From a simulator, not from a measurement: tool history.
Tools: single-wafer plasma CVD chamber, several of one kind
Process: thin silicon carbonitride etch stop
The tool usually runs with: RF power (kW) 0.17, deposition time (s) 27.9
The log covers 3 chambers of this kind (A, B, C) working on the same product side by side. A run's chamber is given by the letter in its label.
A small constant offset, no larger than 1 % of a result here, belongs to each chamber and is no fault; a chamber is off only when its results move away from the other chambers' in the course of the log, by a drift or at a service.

run	hour	RF power (kW)	deposition time (s)	read-back reference wafer on the same gauge, thickness_nm	mean film thickness on the monitor wafer (nm)
1A	10.6	0.17	27.9	15.906	15.255
2C	19.9	0.17	27.9	15.909	15.157
3B	27.3	0.17	27.9	15.906	15.16
4A	32.5	0.17	27.9	15.905	15.264
# hour 41.7: chamber B: thermocouple changed; heater temperature recalibrated
5C	42.4	0.17	27.9	15.913	15.179
# hour 48.3: chamber B: RF generator calibrated
6B	52.7	0.17	27.9	15.912	15.14
7C	59.3	0.17	31.6	15.912	17.212
8A	64	0.17	31.6	15.923	17.279
9B	71.5	0.17	31.6	15.923	17.13
10B	78	0.17	27.9	15.923	15.162
11A	84.7	0.17	27.9	15.934	15.202
12C	89.6	0.17	27.9	15.927	15.235
# hour 94: chamber C: thermocouple changed; heater temperature recalibrated
13B	98.7	0.17	27.9	15.928	15.185
14C	107.8	0.17	27.9	15.936	15.207
15A	116.1	0.17	27.9	15.94	15.286
# hour 117.9: chamber A: RF generator calibrated
16A	126	0.17	27.9	15.943	15.233
17C	135.9	0.17	27.9	15.94	15.191
18B	145.8	0.17	27.9	15.943	15.167
19A	154.1	0.195	30.4	15.95	17.32
20C	159	0.195	30.4	15.952	17.263
21B	164.7	0.195	30.4	15.949	17.258
22A	172.7	0.195	22.7	15.954	12.963
23B	182.3	0.195	22.7	15.964	12.833
24C	188.6	0.195	22.7	15.957	12.916
25C	195.7	0.17	27.9	15.959	15.197
26B	202.3	0.17	27.9	15.966	15.203
27A	209.7	0.17	27.9	15.96	15.274
28A	217.3	0.17	27.9	15.966	15.267
29B	225.4	0.17	27.9	15.967	15.202
30C	233.7	0.17	27.9	15.966	15.267
31B	242.2	0.17	27.9	15.968	15.216
32A	250.1	0.17	27.9	15.978	15.301
33C	259.4	0.17	27.9	15.983	15.289
34C	268.9	0.17	27.9	15.982	15.262
35B	275.3	0.145	26.2	15.985	13.686
36A	280	0.145	26.2	15.986	13.721
37B	289.3	0.145	26.2	15.986	13.625
38A	298.7	0.17	27.9	15.99	15.304
39C	309.4	0.17	27.9	15.989	15.284
40A	316	0.17	27.9	15.994	15.277
41C	322.1	0.155	23.2	15.998	12.346

Next, all 3 chambers run the settings below, one line each with question marks for the results. What does each chamber give?
42A	329.7	0.17	22.8		?
42B	329.7	0.17	22.8		?
42C	329.7	0.17	22.8		?

run	mean film thickness on the monitor wafer (nm)
42A	12.542
42B	12.468
42C	12.456

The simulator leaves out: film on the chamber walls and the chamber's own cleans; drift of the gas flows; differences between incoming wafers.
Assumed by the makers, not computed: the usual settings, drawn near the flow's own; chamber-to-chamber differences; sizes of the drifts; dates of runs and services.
